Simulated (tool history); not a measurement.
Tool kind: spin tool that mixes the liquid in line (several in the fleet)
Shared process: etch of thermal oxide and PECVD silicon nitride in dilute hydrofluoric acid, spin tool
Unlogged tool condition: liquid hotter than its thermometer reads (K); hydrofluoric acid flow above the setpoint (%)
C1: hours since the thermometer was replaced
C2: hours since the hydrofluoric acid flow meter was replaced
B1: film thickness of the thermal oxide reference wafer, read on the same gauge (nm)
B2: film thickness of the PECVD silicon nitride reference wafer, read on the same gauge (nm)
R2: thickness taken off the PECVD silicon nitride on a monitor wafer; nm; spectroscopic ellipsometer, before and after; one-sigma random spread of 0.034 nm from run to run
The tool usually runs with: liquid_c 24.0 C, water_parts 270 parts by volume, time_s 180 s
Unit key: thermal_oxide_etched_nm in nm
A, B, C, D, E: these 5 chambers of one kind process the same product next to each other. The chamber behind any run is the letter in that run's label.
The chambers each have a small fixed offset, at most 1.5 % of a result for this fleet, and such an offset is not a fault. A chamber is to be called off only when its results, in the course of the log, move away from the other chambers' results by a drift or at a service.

run 1B hour=11.8 | liquid_c=24.0 water_parts=270 time_s=180 | C1=340.6 C2=169.3 | B1=130.00 B2=119.98 | thermal_oxide_etched_nm=2.7020 R2=2.4930
run 2D hour=22.0 | liquid_c=24.0 water_parts=270 time_s=180 | C1=1435.2 C2=1986.2 | B1=130.01 B2=120.01 | thermal_oxide_etched_nm=2.6802 R2=2.4045
run 3E hour=33.4 | liquid_c=24.0 water_parts=270 time_s=180 | C1=907.4 C2=2164.5 | B1=129.99 B2=120.00 | thermal_oxide_etched_nm=2.6954 R2=2.4140
run 4C hour=41.1 | liquid_c=24.0 water_parts=270 time_s=180 | C1=353.9 C2=79.0 | B1=130.01 B2=120.02 | thermal_oxide_etched_nm=2.6491 R2=2.3792
run 5A hour=47.1 | liquid_c=24.0 water_parts=270 time_s=180 | C1=310.8 C2=2089.5 | B1=129.99 B2=120.02 | thermal_oxide_etched_nm=2.6981 R2=2.3522
run 6D hour=58.4 | liquid_c=24.0 water_parts=270 time_s=180 | C1=1471.6 C2=2022.6 | B1=129.97 B2=120.01 | thermal_oxide_etched_nm=2.6642 R2=2.4080
run 7B hour=65.2 | liquid_c=24.0 water_parts=270 time_s=180 | C1=394.0 C2=222.7 | B1=130.01 B2=120.01 | thermal_oxide_etched_nm=2.6638 R2=2.4431
run 8A hour=73.1 | liquid_c=24.0 water_parts=270 time_s=180 | C1=336.8 C2=2115.5 | B1=130.00 B2=119.98 | thermal_oxide_etched_nm=2.6891 R2=2.3262
run 9C hour=82.8 | liquid_c=24.0 water_parts=270 time_s=180 | C1=395.6 C2=120.7 | B1=129.98 B2=120.00 | thermal_oxide_etched_nm=2.6766 R2=2.4301
run 10E hour=93.3 | liquid_c=24.0 water_parts=270 time_s=180 | C1=967.3 C2=2224.4 | B1=130.04 B2=120.04 | thermal_oxide_etched_nm=2.6787 R2=2.4866
run 11A hour=101.2 | liquid_c=24.0 water_parts=270 time_s=180 | C1=364.9 C2=2143.6 | B1=130.00 B2=120.00 | thermal_oxide_etched_nm=2.6797 R2=2.3879
-- hour=101.9 chamber D: thermometer replaced
run 12E hour=108.4 | liquid_c=21.5 water_parts=270 time_s=180 | C1=982.4 C2=2239.5 | B1=130.03 B2=119.97 | thermal_oxide_etched_nm=2.4508 R2=2.0572
-- hour=114.5 chamber E: hydrofluoric acid flow meter replaced
run 13D hour=115.5 | liquid_c=21.5 water_parts=270 time_s=180 | C1=13.6 C2=2079.7 | B1=129.98 B2=119.98 | thermal_oxide_etched_nm=2.4332 R2=2.0912
run 14C hour=124.8 | liquid_c=21.5 water_parts=270 time_s=180 | C1=437.6 C2=162.7 | B1=130.02 B2=119.99 | thermal_oxide_etched_nm=2.4973 R2=2.0154
run 15B hour=137.6 | liquid_c=21.5 water_parts=270 time_s=180 | C1=466.4 C2=295.1 | B1=130.00 B2=120.01 | thermal_oxide_etched_nm=2.4855 R2=2.0917
run 16B hour=147.8 | liquid_c=21.5 water_parts=270 time_s=180 | C1=476.6 C2=305.3 | B1=129.98 B2=119.98 | thermal_oxide_etched_nm=2.4434 R2=2.0814
run 17E hour=159.7 | liquid_c=24.0 water_parts=270 time_s=180 | C1=1033.7 C2=45.2 | B1=130.02 B2=119.98 | thermal_oxide_etched_nm=2.6900 R2=2.4633
run 18A hour=169.9 | liquid_c=24.0 water_parts=270 time_s=180 | C1=433.6 C2=2212.3 | B1=130.01 B2=119.99 | thermal_oxide_etched_nm=2.6593 R2=2.4025
run 19D hour=176.5 | liquid_c=24.0 water_parts=270 time_s=180 | C1=74.6 C2=2140.7 | B1=130.03 B2=120.01 | thermal_oxide_etched_nm=2.6980 R2=2.3056
run 20C hour=183.4 | liquid_c=20.0 water_parts=175 time_s=180 | C1=496.2 C2=221.3 | B1=129.98 B2=120.01 | thermal_oxide_etched_nm=3.9173 R2=2.8016
run 21C hour=190.9 | liquid_c=20.0 water_parts=175 time_s=180 | C1=503.7 C2=228.8 | B1=130.02 B2=120.00 | thermal_oxide_etched_nm=3.9175 R2=2.8370
run 22E hour=199.7 | liquid_c=20.0 water_parts=175 time_s=180 | C1=1073.7 C2=85.2 | B1=130.00 B2=120.03 | thermal_oxide_etched_nm=3.9194 R2=2.8778
run 23D hour=207.6 | liquid_c=20.0 water_parts=175 time_s=180 | C1=105.7 C2=2171.8 | B1=130.01 B2=119.98 | thermal_oxide_etched_nm=3.9036 R2=2.8431
run 24A hour=213.3 | liquid_c=20.0 water_parts=175 time_s=180 | C1=477.0 C2=2255.7 | B1=130.03 B2=119.97 | thermal_oxide_etched_nm=3.8923 R2=2.7975
-- hour=220.8 chamber D: hydrofluoric acid flow meter replaced
run 25B hour=222.9 | liquid_c=24.0 water_parts=270 time_s=180 | C1=551.7 C2=380.4 | B1=130.03 B2=120.01 | thermal_oxide_etched_nm=2.7259 R2=2.3905
-- hour=225.9 chamber B: thermometer replaced
run 26E hour=234.9 | liquid_c=24.0 water_parts=270 time_s=180 | C1=1108.9 C2=120.4 | B1=130.02 B2=119.99 | thermal_oxide_etched_nm=2.6360 R2=2.4047
run 27D hour=241.3 | liquid_c=24.0 water_parts=270 time_s=180 | C1=139.4 C2=20.6 | B1=130.02 B2=119.97 | thermal_oxide_etched_nm=2.6766 R2=2.3769
run 28B hour=247.2 | liquid_c=24.0 water_parts=340 time_s=275 | C1=21.4 C2=404.7 | B1=130.02 B2=120.01 | thermal_oxide_etched_nm=2.9999 R2=2.9075
run 29A hour=254.7 | liquid_c=24.0 water_parts=340 time_s=275 | C1=518.4 C2=2297.1 | B1=130.01 B2=119.96 | thermal_oxide_etched_nm=2.9963 R2=2.8274
run 30C hour=260.8 | liquid_c=24.0 water_parts=340 time_s=275 | C1=573.6 C2=298.7 | B1=130.01 B2=119.98 | thermal_oxide_etched_nm=3.0665 R2=2.9722
run 31E hour=270.3 | liquid_c=24.0 water_parts=340 time_s=275 | C1=1144.3 C2=155.8 | B1=130.00 B2=120.02 | thermal_oxide_etched_nm=3.0670 R2=2.9592
run 32B hour=282.5 | liquid_c=24.0 water_parts=340 time_s=275 | C1=56.7 C2=440.0 | B1=130.00 B2=119.97 | thermal_oxide_etched_nm=3.0862 R2=2.9935
run 33A hour=293.6 | liquid_c=24.0 water_parts=270 time_s=180 | C1=557.3 C2=2336.0 | B1=129.99 B2=120.01 | thermal_oxide_etched_nm=2.6565 R2=2.3690
run 34D hour=302.2 | liquid_c=24.0 water_parts=270 time_s=180 | C1=200.3 C2=81.5 | B1=129.98 B2=120.00 | thermal_oxide_etched_nm=2.6824 R2=2.3678
run 35C hour=308.0 | liquid_c=24.0 water_parts=270 time_s=180 | C1=620.8 C2=345.9 | B1=129.98 B2=119.99 | thermal_oxide_etched_nm=2.7196 R2=2.3835
run 36D hour=319.9 | liquid_c=24.0 water_parts=270 time_s=180 | C1=218.0 C2=99.2 | B1=129.99 B2=119.99 | thermal_oxide_etched_nm=2.6900 R2=2.3475
run 37C hour=327.1 | liquid_c=24.0 water_parts=270 time_s=180 | C1=639.9 C2=365.0 | B1=129.98 B2=120.02 | thermal_oxide_etched_nm=2.7236 R2=2.3083

For the next run the whole fleet of 5 chambers uses the same settings. Give each chamber's results:
run 38A hour=336.4 | liquid_c=24.0 water_parts=170 time_s=180 | thermal_oxide_etched_nm=? R2=?
run 38B hour=336.4 | liquid_c=24.0 water_parts=170 time_s=180 | thermal_oxide_etched_nm=? R2=?
run 38C hour=336.4 | liquid_c=24.0 water_parts=170 time_s=180 | thermal_oxide_etched_nm=? R2=?
run 38D hour=336.4 | liquid_c=24.0 water_parts=170 time_s=180 | thermal_oxide_etched_nm=? R2=?
run 38E hour=336.4 | liquid_c=24.0 water_parts=170 time_s=180 | thermal_oxide_etched_nm=? R2=?

run=38A thermal_oxide_etched_nm=4.7515 R2=3.8815
run=38B thermal_oxide_etched_nm=4.8380 R2=3.8655
run=38C thermal_oxide_etched_nm=4.7767 R2=3.8796
run=38D thermal_oxide_etched_nm=4.7473 R2=3.8763
run=38E thermal_oxide_etched_nm=4.6214 R2=3.7892

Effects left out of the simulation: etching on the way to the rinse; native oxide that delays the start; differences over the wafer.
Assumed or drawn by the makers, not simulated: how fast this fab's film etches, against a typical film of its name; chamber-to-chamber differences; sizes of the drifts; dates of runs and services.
